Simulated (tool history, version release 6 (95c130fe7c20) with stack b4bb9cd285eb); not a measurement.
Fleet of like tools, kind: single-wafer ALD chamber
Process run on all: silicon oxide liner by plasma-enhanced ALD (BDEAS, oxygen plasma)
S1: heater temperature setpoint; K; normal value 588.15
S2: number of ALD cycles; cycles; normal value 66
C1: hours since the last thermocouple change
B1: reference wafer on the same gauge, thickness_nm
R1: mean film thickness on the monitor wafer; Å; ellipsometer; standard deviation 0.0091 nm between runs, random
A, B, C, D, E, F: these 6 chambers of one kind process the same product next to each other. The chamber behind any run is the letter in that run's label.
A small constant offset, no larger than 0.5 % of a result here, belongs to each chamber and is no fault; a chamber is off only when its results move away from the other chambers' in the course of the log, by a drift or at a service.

run	hour	S1	S2	C1	B1	R1
1D	7.1	588.15	66	1205.3	4.8680	60.402
2E	17.1	588.15	66	416.8	4.8695	59.972
3B	30.4	588.15	66	650.1	4.8688	59.972
4C	39.0	588.15	66	136.4	4.8677	59.788
5A	53.3	588.15	66	824.4	4.8675	60.149
6F	66.7	588.15	66	1308.4	4.8641	60.345
7E	79.1	588.15	66	478.8	4.8651	59.958
8C	90.9	588.15	66	188.3	4.8639	59.715
9A	101.1	588.15	66	872.2	4.8643	60.151
10B	115.6	588.15	66	735.3	4.8636	60.054
11D	130.3	588.15	66	1328.5	4.8607	60.021
12F	138.8	588.15	66	1380.5	4.8581	60.219
13F	150.2	588.15	66	1391.9	4.8604	60.213
# hour 151.0: chamber A: thermocouple changed; heater temperature recalibrated
14E	160.9	588.15	66	560.6	4.8584	59.714
15A	172.3	588.15	66	21.3	4.8582	60.139
16D	180.2	588.15	66	1378.4	4.8565	60.163
17C	191.0	588.15	66	288.4	4.8564	59.504
18B	202.5	588.15	66	822.2	4.8535	59.808
# hour 208.2: chamber D: thermocouple changed; heater temperature recalibrated
19A	214.8	588.15	66	63.8	4.8567	60.008
20F	222.0	588.15	66	1463.7	4.8554	60.185
21C	230.0	602.15	66	327.4	4.8538	58.458
22B	237.6	602.15	66	857.3	4.8534	58.604
23D	247.8	602.15	66	39.6	4.8517	58.812
24E	260.5	602.15	66	660.2	4.8512	58.622
25E	270.9	602.15	66	670.6	4.8515	58.491
26B	277.7	602.15	66	897.4	4.8517	58.618
27A	287.7	588.15	66	136.7	4.8506	60.030
28D	294.8	588.15	66	86.6	4.8481	60.003
29C	302.9	588.15	66	400.3	4.8489	59.709
30F	312.2	588.15	66	1553.9	4.8469	59.995
31C	323.8	588.15	66	421.2	4.8488	59.450
32E	336.2	581.15	60	735.9	4.8439	54.859
33A	345.0	581.15	60	194.0	4.8484	55.089
34B	359.5	581.15	60	979.2	4.8448	54.779
35F	372.8	581.15	60	1614.5	4.8451	55.071
36D	384.4	581.15	60	176.2	4.8435	54.992
37E	394.7	581.15	60	794.4	4.8421	54.747
38D	405.3	588.15	66	197.1	4.8417	59.765
39A	411.7	588.15	66	260.7	4.8397	59.820
40F	418.1	588.15	66	1659.8	4.8421	60.002

All chambers now run identical settings, listed one chamber a line with results as question marks. What results will each chamber show?
41A	428.7	588.15	66			?
41B	428.7	588.15	66			?
41C	428.7	588.15	66			?
41D	428.7	588.15	66			?
41E	428.7	588.15	66			?
41F	428.7	588.15	66			?

run	R1
41A	59.891
41B	59.669
41C	59.390
41D	59.973
41E	59.553
41F	59.813
